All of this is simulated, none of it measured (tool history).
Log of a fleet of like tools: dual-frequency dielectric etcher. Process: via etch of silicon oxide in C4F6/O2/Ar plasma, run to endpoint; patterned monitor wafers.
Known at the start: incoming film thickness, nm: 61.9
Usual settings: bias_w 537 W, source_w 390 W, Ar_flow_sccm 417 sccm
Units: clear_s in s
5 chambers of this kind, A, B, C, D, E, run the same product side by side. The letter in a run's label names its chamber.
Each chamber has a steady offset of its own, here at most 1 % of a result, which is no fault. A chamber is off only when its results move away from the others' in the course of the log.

run,hour,bias_w,source_w,Ar_flow_sccm,hours since the last wet clean,hours since the last bias power generator calibration,hours since the last source power generator calibration,hours since the last Ar flow controller change,clear_s
1E,9.8,537,390,417,478.3,2632.8,3987.7,326.7,13.824
2A,21.6,537,390,417,190.8,2700.2,4404,398.4,13.958
3C,34.3,537,390,417,190.1,304.5,3675,2701.8,13.877
4B,46.4,537,390,417,406.4,2554.1,1528.2,4253.2,13.831
# hour 49: chamber E: wet clean of the chamber
5D,53,537,390,417,336,671,2012.1,3445,13.998
6B,66.2,537,390,417,426.2,2573.9,1548,4273,13.831
# hour 75.9: chamber B: Ar flow controller replaced
7A,78.4,537,390,417,247.6,2757,4460.8,455.2,13.899
8D,88.4,626,330,417,371.4,706.4,2047.5,3480.4,13.993
9C,97.2,626,330,417,253,367.4,3737.9,2764.7,13.84
10E,104.7,626,330,417,55.7,2727.7,4082.6,421.6,13.877
11A,113.1,626,330,417,282.3,2791.7,4495.5,489.9,13.944
12E,119.6,626,330,417,70.6,2742.6,4097.5,436.5,14.052
13C,132.7,537,390,417,288.5,402.9,3773.4,2800.2,13.907
# hour 141.1: chamber B: bias power generator calibrated
14D,143.4,537,390,417,426.4,761.4,2102.5,3535.4,13.965
15B,153.1,537,390,417,513.1,12,1634.9,77.2,13.922
16D,161.2,537,390,417,444.2,779.2,2120.3,3553.2,14.045
17B,167.7,537,390,417,527.7,26.6,1649.5,91.8,13.798
# hour 173.3: chamber B: wet clean of the chamber
18C,177,537,390,417,332.8,447.2,3817.7,2844.5,13.832
19A,187.1,537,390,417,356.3,2865.7,4569.5,563.9,14.022
20E,200.1,537,390,417,151.1,2823.1,4178,517,13.863
# hour 204.3: chamber D: wet clean of the chamber
21E,208.2,624,390,417,159.2,2831.2,4186.1,525.1,13.094
22A,216.2,624,390,417,385.4,2894.8,4598.6,593,13.175
23B,222.5,624,390,417,49.3,81.4,1704.3,146.6,13.098
24C,234.3,624,390,417,390.1,504.5,3875,2901.8,13.061
25D,244.8,624,390,417,40.5,862.8,2203.9,3636.8,13.198
26A,253.7,537,390,417,422.9,2932.3,4636.1,630.5,13.957
27E,264.4,537,390,417,215.4,2887.4,4242.3,581.3,13.918
# hour 277.3: chamber C: source power generator calibrated
28B,277.7,537,390,417,104.5,136.6,1759.5,201.8,13.887
29D,286.2,537,430,417,81.9,904.2,2245.3,3678.2,13.475
30C,294,537,430,417,449.8,564.2,16.8,2961.5,13.331
31D,306,537,430,417,101.7,924,2265.1,3698,13.498

All 5 chambers run these settings next. Forecast each chamber's results:
32A,315.6,537,390,417,,,,,?
32B,315.6,537,390,417,,,,,?
32C,315.6,537,390,417,,,,,?
32D,315.6,537,390,417,,,,,?
32E,315.6,537,390,417,,,,,?

run,clear_s
32A,13.999
32B,13.897
32C,13.831
32D,13.961
32E,13.838

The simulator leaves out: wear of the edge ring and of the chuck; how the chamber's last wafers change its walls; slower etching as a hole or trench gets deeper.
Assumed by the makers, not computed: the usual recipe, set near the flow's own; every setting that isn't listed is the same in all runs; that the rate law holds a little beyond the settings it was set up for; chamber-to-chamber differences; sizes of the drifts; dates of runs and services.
